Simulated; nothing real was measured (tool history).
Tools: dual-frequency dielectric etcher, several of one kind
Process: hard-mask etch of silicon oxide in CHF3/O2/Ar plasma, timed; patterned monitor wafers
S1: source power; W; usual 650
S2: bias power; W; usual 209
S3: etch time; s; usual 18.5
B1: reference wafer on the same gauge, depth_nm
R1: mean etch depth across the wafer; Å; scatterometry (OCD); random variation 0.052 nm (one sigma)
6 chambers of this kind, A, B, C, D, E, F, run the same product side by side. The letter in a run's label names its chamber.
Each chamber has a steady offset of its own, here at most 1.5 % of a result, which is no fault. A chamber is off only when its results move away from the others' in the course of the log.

| run | day | S1 | S2 | S3 | B1 | R1 |
|---|---|---|---|---|---|---|
| 1E | 0.392 | 650 | 209 | 18.5 | 44.916 | 393.11 |
| 2C | 0.679 | 650 | 209 | 18.5 | 44.897 | 395.22 |
| 3A | 1.171 | 650 | 209 | 18.5 | 44.909 | 398.73 |
| 4F | 1.488 | 650 | 209 | 18.5 | 44.924 | 401.07 |
| 5D | 1.962 | 650 | 255 | 15.5 | 44.911 | 359.63 |
|  | 2.079 | chamber A: wet clean of the chamber |
| 6B | 2.504 | 650 | 255 | 15.5 | 44.931 | 357.90 |
| 7C | 2.896 | 650 | 255 | 15.5 | 44.950 | 356.07 |
| 8F | 3.312 | 650 | 255 | 15.5 | 44.946 | 360.40 |
| 9A | 3.825 | 650 | 255 | 15.5 | 44.951 | 358.68 |
| 10B | 4.292 | 650 | 255 | 15.5 | 44.968 | 357.72 |
| 11E | 4.596 | 650 | 209 | 18.5 | 44.978 | 392.87 |
|  | 4.612 | chamber C: wet clean of the chamber |
| 12D | 5.092 | 770 | 209 | 18.5 | 44.975 | 428.28 |
| 13A | 5.483 | 770 | 209 | 18.5 | 44.970 | 426.18 |
| 14E | 5.854 | 770 | 209 | 18.5 | 44.978 | 420.10 |
| 15B | 6.171 | 770 | 209 | 18.5 | 45.000 | 425.09 |
| 16D | 6.654 | 770 | 209 | 18.5 | 45.011 | 428.51 |
| 17C | 6.942 | 770 | 209 | 18.5 | 44.982 | 423.09 |
| 18F | 7.275 | 650 | 209 | 18.5 | 45.007 | 402.54 |
| 19D | 7.625 | 650 | 209 | 18.5 | 45.003 | 400.86 |
| 20E | 8.058 | 650 | 209 | 18.5 | 45.007 | 394.66 |
|  | 8.238 | chamber D: wet clean of the chamber |
| 21F | 8.417 | 650 | 209 | 18.5 | 45.027 | 401.70 |
| 22A | 8.733 | 650 | 190 | 15.0 | 45.041 | 313.44 |
| 23C | 9.075 | 650 | 190 | 15.0 | 45.034 | 311.16 |
| 24B | 9.404 | 650 | 190 | 15.0 | 45.033 | 313.05 |
| 25E | 9.767 | 650 | 190 | 15.0 | 45.053 | 308.80 |
| 26A | 10.075 | 650 | 190 | 15.0 | 45.046 | 312.91 |
|  | 10.212 | chamber F: wet clean of the chamber |
| 27B | 10.396 | 650 | 190 | 15.0 | 45.050 | 313.95 |
|  | 10.604 | chamber B: wet clean of the chamber |
| 28F | 10.742 | 650 | 209 | 18.5 | 45.062 | 401.22 |
|  | 10.896 | chamber C: bias power generator calibrated |
| 29D | 11.271 | 650 | 209 | 18.5 | 45.067 | 402.77 |
| 30C | 11.771 | 650 | 209 | 18.5 | 45.065 | 397.16 |
| 31A | 12.129 | 650 | 209 | 18.5 | 45.079 | 400.15 |
| 32B | 12.412 | 650 | 209 | 18.5 | 45.090 | 399.95 |
| 33C | 12.738 | 650 | 209 | 18.5 | 45.100 | 397.70 |
| 34D | 12.983 | 650 | 209 | 18.5 | 45.088 | 401.82 |
| 35F | 13.412 | 650 | 209 | 18.5 | 45.097 | 401.88 |
| 36E | 13.692 | 650 | 209 | 18.5 | 45.110 | 394.52 |
| 37E | 14.217 | 650 | 209 | 18.5 | 45.108 | 394.64 |
| 38C | 14.612 | 650 | 209 | 18.5 | 45.118 | 397.20 |
| 39B | 15.154 | 650 | 209 | 18.5 | 45.128 | 400.51 |
| 40A | 15.446 | 650 | 209 | 18.5 | 45.137 | 400.55 |
|  | 15.521 | chamber D: source power generator calibrated |
| 41D | 15.808 | 650 | 209 | 18.5 | 45.146 | 402.59 |

All 6 chambers run these settings next. Forecast each chamber's results:
| 42A | 16.208 | 650 | 209 | 18.5 |  | ? |
| 42B | 16.208 | 650 | 209 | 18.5 |  | ? |
| 42C | 16.208 | 650 | 209 | 18.5 |  | ? |
| 42D | 16.208 | 650 | 209 | 18.5 |  | ? |
| 42E | 16.208 | 650 | 209 | 18.5 |  | ? |
| 42F | 16.208 | 650 | 209 | 18.5 |  | ? |

| run | R1 |
|---|---|
| 42A | 399.87 |
| 42B | 400.26 |
| 42C | 397.29 |
| 42D | 403.94 |
| 42E | 395.42 |
| 42F | 402.24 |
